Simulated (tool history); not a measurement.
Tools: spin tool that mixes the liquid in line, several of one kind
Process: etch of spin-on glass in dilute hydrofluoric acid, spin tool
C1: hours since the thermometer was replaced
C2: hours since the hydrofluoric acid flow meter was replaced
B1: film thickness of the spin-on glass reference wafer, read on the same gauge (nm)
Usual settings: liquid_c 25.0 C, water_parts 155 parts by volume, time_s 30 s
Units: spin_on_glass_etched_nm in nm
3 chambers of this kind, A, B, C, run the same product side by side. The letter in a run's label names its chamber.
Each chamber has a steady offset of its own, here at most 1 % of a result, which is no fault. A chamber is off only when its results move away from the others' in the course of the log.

{"run": "1A", "hour": 7.6, "liquid_c": 25.0, "water_parts": 155, "time_s": 30, "C1": 444.8, "C2": 654.6, "B1": 99.991, "spin_on_glass_etched_nm": 8.0573}
{"run": "2C", "hour": 18.0, "liquid_c": 25.0, "water_parts": 155, "time_s": 30, "C1": 273.6, "C2": 361.8, "B1": 99.971, "spin_on_glass_etched_nm": 7.9669}
{"run": "3B", "hour": 32.3, "liquid_c": 25.0, "water_parts": 155, "time_s": 30, "C1": 1150.4, "C2": 626.1, "B1": 99.984, "spin_on_glass_etched_nm": 7.8494}
{"run": "4B", "hour": 43.0, "liquid_c": 25.0, "water_parts": 155, "time_s": 30, "C1": 1161.1, "C2": 636.8, "B1": 99.994, "spin_on_glass_etched_nm": 7.9153}
{"run": "5C", "hour": 56.7, "liquid_c": 25.0, "water_parts": 155, "time_s": 30, "C1": 312.3, "C2": 400.5, "B1": 99.996, "spin_on_glass_etched_nm": 7.9486}
{"run": "6A", "hour": 68.9, "liquid_c": 25.0, "water_parts": 155, "time_s": 30, "C1": 506.1, "C2": 715.9, "B1": 99.993, "spin_on_glass_etched_nm": 8.0461}
{"run": "7B", "hour": 81.0, "liquid_c": 25.0, "water_parts": 155, "time_s": 30, "C1": 1199.1, "C2": 674.8, "B1": 99.971, "spin_on_glass_etched_nm": 7.9082}
{"run": "8A", "hour": 92.7, "liquid_c": 25.0, "water_parts": 105, "time_s": 40, "C1": 529.9, "C2": 739.7, "B1": 99.999, "spin_on_glass_etched_nm": 16.934}
{"run": "9C", "hour": 107.4, "liquid_c": 25.0, "water_parts": 105, "time_s": 40, "C1": 363.0, "C2": 451.2, "B1": 100.02, "spin_on_glass_etched_nm": 16.445}
{"run": "10C", "hour": 118.3, "liquid_c": 25.0, "water_parts": 105, "time_s": 40, "C1": 373.9, "C2": 462.1, "B1": 99.978, "spin_on_glass_etched_nm": 16.401}
{"run": "11B", "hour": 125.3, "liquid_c": 25.0, "water_parts": 155, "time_s": 30, "C1": 1243.4, "C2": 719.1, "B1": 100.02, "spin_on_glass_etched_nm": 7.9044}
{"run": "12A", "hour": 134.6, "liquid_c": 25.0, "water_parts": 155, "time_s": 30, "C1": 571.8, "C2": 781.6, "B1": 100.02, "spin_on_glass_etched_nm": 8.0087}
{"run": "13A", "hour": 148.9, "liquid_c": 29.0, "water_parts": 155, "time_s": 35, "C1": 586.1, "C2": 795.9, "B1": 100.02, "spin_on_glass_etched_nm": 10.889}
{"run": "14B", "hour": 160.1, "liquid_c": 29.0, "water_parts": 155, "time_s": 35, "C1": 1278.2, "C2": 753.9, "B1": 100.0, "spin_on_glass_etched_nm": 10.784}
{"run": "15C", "hour": 171.3, "liquid_c": 29.0, "water_parts": 155, "time_s": 35, "C1": 426.9, "C2": 515.1, "B1": 100.0, "spin_on_glass_etched_nm": 10.564}
{"run": "16B", "hour": 181.5, "liquid_c": 25.0, "water_parts": 155, "time_s": 30, "C1": 1299.6, "C2": 775.3, "B1": 99.993, "spin_on_glass_etched_nm": 7.9345}
{"run": "17A", "hour": 197.2, "liquid_c": 23.5, "water_parts": 115, "time_s": 30, "C1": 634.4, "C2": 844.2, "B1": 99.987, "spin_on_glass_etched_nm": 10.676}
{"run": "18C", "hour": 208.8, "liquid_c": 23.5, "water_parts": 115, "time_s": 30, "C1": 464.4, "C2": 552.6, "B1": 99.999, "spin_on_glass_etched_nm": 10.259}
{"run": "19B", "hour": 218.2, "liquid_c": 23.5, "water_parts": 115, "time_s": 30, "C1": 1336.3, "C2": 812.0, "B1": 100.02, "spin_on_glass_etched_nm": 10.521}
{"run": "20C", "hour": 226.5, "liquid_c": 25.0, "water_parts": 155, "time_s": 30, "C1": 482.1, "C2": 570.3, "B1": 99.982, "spin_on_glass_etched_nm": 7.7739}
{"run": "21A", "hour": 239.3, "liquid_c": 25.0, "water_parts": 155, "time_s": 30, "C1": 676.5, "C2": 886.3, "B1": 100.03, "spin_on_glass_etched_nm": 8.0128}
{"hour": 239.4, "done": "chamber A: hydrofluoric acid flow meter replaced"}
{"run": "22A", "hour": 255.1, "liquid_c": 25.0, "water_parts": 155, "time_s": 30, "C1": 692.3, "C2": 15.7, "B1": 100.02, "spin_on_glass_etched_nm": 8.037}

Is one chamber off against the others, does the gauge drift, or is nothing wrong? If a chamber is off, say which, and what the likeliest cause is.

Chamber C drifts away from the others.
Cause: liquid colder than its thermometer reads (K) = 1.01.
The log may not tell that from: hydrofluoric acid flow below the setpoint (%).

Here are 4 candidates for chamber C's next run, each the usual settings with a change, their results left as question marks. Which one brings its results back in line with what the others give on the usual settings?
In line means no further than this from the other chambers' mean on the usual settings: spin_on_glass_etched_nm 0.1200 nm
{"run": "23C-1", "hour": 266.5, "liquid_c": 27.0, "water_parts": 155, "time_s": 30, "spin_on_glass_etched_nm": "?"}
{"run": "23C-2", "hour": 266.5, "liquid_c": 25.0, "water_parts": 150, "time_s": 30, "spin_on_glass_etched_nm": "?"}
{"run": "23C-3", "hour": 266.5, "liquid_c": 25.0, "water_parts": 160, "time_s": 30, "spin_on_glass_etched_nm": "?"}
{"run": "23C-4", "hour": 266.5, "liquid_c": 23.0, "water_parts": 155, "time_s": 30, "spin_on_glass_etched_nm": "?"}

The other chambers' mean on the usual settings: spin_on_glass_etched_nm 7.9799 nm
run=23C-1 spin_on_glass_etched_nm=8.2982
run=23C-2 spin_on_glass_etched_nm=8.0013
run=23C-3 spin_on_glass_etched_nm=7.4256
run=23C-4 spin_on_glass_etched_nm=7.1411
23C-2 brings the chamber back in line.

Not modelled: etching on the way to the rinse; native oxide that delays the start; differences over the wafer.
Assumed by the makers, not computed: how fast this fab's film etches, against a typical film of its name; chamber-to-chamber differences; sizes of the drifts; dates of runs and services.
